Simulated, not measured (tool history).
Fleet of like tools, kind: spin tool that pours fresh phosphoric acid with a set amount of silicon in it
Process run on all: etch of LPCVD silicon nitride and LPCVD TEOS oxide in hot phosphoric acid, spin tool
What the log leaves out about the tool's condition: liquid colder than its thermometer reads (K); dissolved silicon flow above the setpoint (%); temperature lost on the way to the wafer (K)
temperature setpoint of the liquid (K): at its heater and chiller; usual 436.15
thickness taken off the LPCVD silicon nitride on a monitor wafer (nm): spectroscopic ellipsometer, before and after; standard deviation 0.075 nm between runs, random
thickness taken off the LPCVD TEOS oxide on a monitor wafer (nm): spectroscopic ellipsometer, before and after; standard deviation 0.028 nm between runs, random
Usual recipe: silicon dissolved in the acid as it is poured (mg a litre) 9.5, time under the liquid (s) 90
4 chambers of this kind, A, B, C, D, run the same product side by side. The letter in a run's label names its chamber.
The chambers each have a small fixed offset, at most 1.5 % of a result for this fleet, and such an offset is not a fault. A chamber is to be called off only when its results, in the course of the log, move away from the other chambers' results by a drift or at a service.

run,day,temperature setpoint of the liquid (K),silicon dissolved in the acid as it is poured (mg a litre),time under the liquid (s),hours since the thermometer was replaced,hours since the dissolved silicon flow meter was replaced,hours since the heated supply line was repaired,"read-back film thickness of the LPCVD silicon nitride reference wafer, read on the same gauge (nm)","read-back film thickness of the LPCVD TEOS oxide reference wafer, read on the same gauge (nm)",thickness taken off the LPCVD silicon nitride on a monitor wafer (nm),thickness taken off the LPCVD TEOS oxide on a monitor wafer (nm)
1C,0.254,436.15,9.5,90,455.5,484.4,473.4,100.02,80.027,10.405,0.44128
2A,0.575,436.15,9.5,90,1153.3,59.7,1818.2,99.998,80.017,10.618,0.42527
# day 0.604: chamber D: thermometer replaced
3B,0.792,436.15,9.5,90,591.8,42.2,2821.5,100.01,80.019,10.557,0.44979
4D,1,436.15,9.5,90,9.6,418.4,1456.6,100,79.973,10.319,0.41136
5A,1.192,436.15,9.5,90,1168.1,74.5,1833,100.02,80.011,10.705,0.43907
6B,1.429,436.15,9.5,90,607.1,57.5,2836.8,100.03,80.007,10.637,0.41092
7D,1.733,436.15,9.5,90,27.2,436,1474.2,99.974,79.96,10.43,0.45402
8C,2.012,436.15,9.5,90,497.7,526.6,515.6,100.03,80.008,10.408,0.46459
9B,2.383,436.15,9.5,90,630,80.4,2859.7,99.989,79.984,10.504,0.4788
10D,2.667,436.15,9.5,90,49.6,458.4,1496.6,100.01,79.98,10.369,0.42118
11C,2.938,436.15,9.5,90,519.9,548.8,537.8,100.05,79.975,10.307,0.4612
12A,3.312,436.15,9.5,90,1219,125.4,1883.9,99.995,79.975,10.665,0.44267
13B,3.683,436.15,9.5,90,661.2,111.6,2890.9,99.998,80.018,10.456,0.45267
14C,3.929,436.15,9.5,90,543.7,572.6,561.6,99.953,79.992,10.231,0.45117
15D,4.254,438.65,9.5,40,87.7,496.5,1534.7,100.01,79.987,5.0062,0.25714
16A,4.496,438.65,9.5,40,1247.4,153.8,1912.3,100.05,80.012,5.0903,0.27169
17B,4.762,438.65,9.5,40,687.1,137.5,2916.8,100.01,79.991,4.9477,0.25314
18A,5.129,438.65,9.5,40,1262.6,169,1927.5,99.982,79.99,5.0858,0.23681
19C,5.471,436.15,9.5,90,580.7,609.6,598.6,100.02,80.005,10.428,0.47035
20D,5.712,436.15,9.5,90,122.7,531.5,1569.7,99.972,79.996,10.355,0.45081
21C,5.967,436.15,9.5,90,592.6,621.5,610.5,99.949,79.968,10.546,0.43112
22B,6.296,436.15,15,105,723.9,174.3,2953.6,100.03,80.022,11.793,0.40564
23D,6.504,436.15,15,105,141.7,550.5,1588.7,99.98,79.986,11.924,0.45834
# day 6.671: chamber D: heated supply line repaired
24A,6.762,436.15,15,105,1301.8,208.2,1966.7,100.01,79.988,12.425,0.48405
25C,7.012,436.15,15,105,617.7,646.6,635.6,100.05,79.991,12.085,0.50298
26D,7.317,436.15,9.5,90,161.2,570,15.5,100.01,79.989,10.277,0.4721
27A,7.488,436.15,6,90,1319.2,225.6,1984.1,100.05,79.994,10.543,0.49953
28B,7.875,436.15,6,90,761.8,212.2,2991.5,99.972,79.983,10.044,0.42115
29B,8.079,436.15,6,90,766.7,217.1,2996.4,99.997,79.983,9.9905,0.43549
30C,8.467,436.15,6,90,652.6,681.5,670.5,99.988,79.997,10.387,0.48626
31D,8.75,436.15,9.5,90,195.6,604.4,49.9,100.02,79.994,10.387,0.44181
32A,8.988,436.15,9.5,90,1355.2,261.6,2020.1,99.994,80.003,10.603,0.43439
33A,9.367,436.15,9.5,90,1364.3,270.7,2029.2,100.03,80.013,10.592,0.49268
34D,9.708,437.15,9.5,90,218.6,627.4,72.9,100.01,79.992,10.663,0.47801

Next, all 4 chambers run the settings below, one line each with question marks for the results. What does each chamber give?
35A,9.988,436.15,9.5,90,,,,,,?,?
35B,9.988,436.15,9.5,90,,,,,,?,?
35C,9.988,436.15,9.5,90,,,,,,?,?
35D,9.988,436.15,9.5,90,,,,,,?,?

run,thickness taken off the LPCVD silicon nitride on a monitor wafer (nm),thickness taken off the LPCVD TEOS oxide on a monitor wafer (nm)
35A,10.575,0.43935
35B,9.6978,0.40766
35C,10.472,0.45404
35D,10.422,0.4551
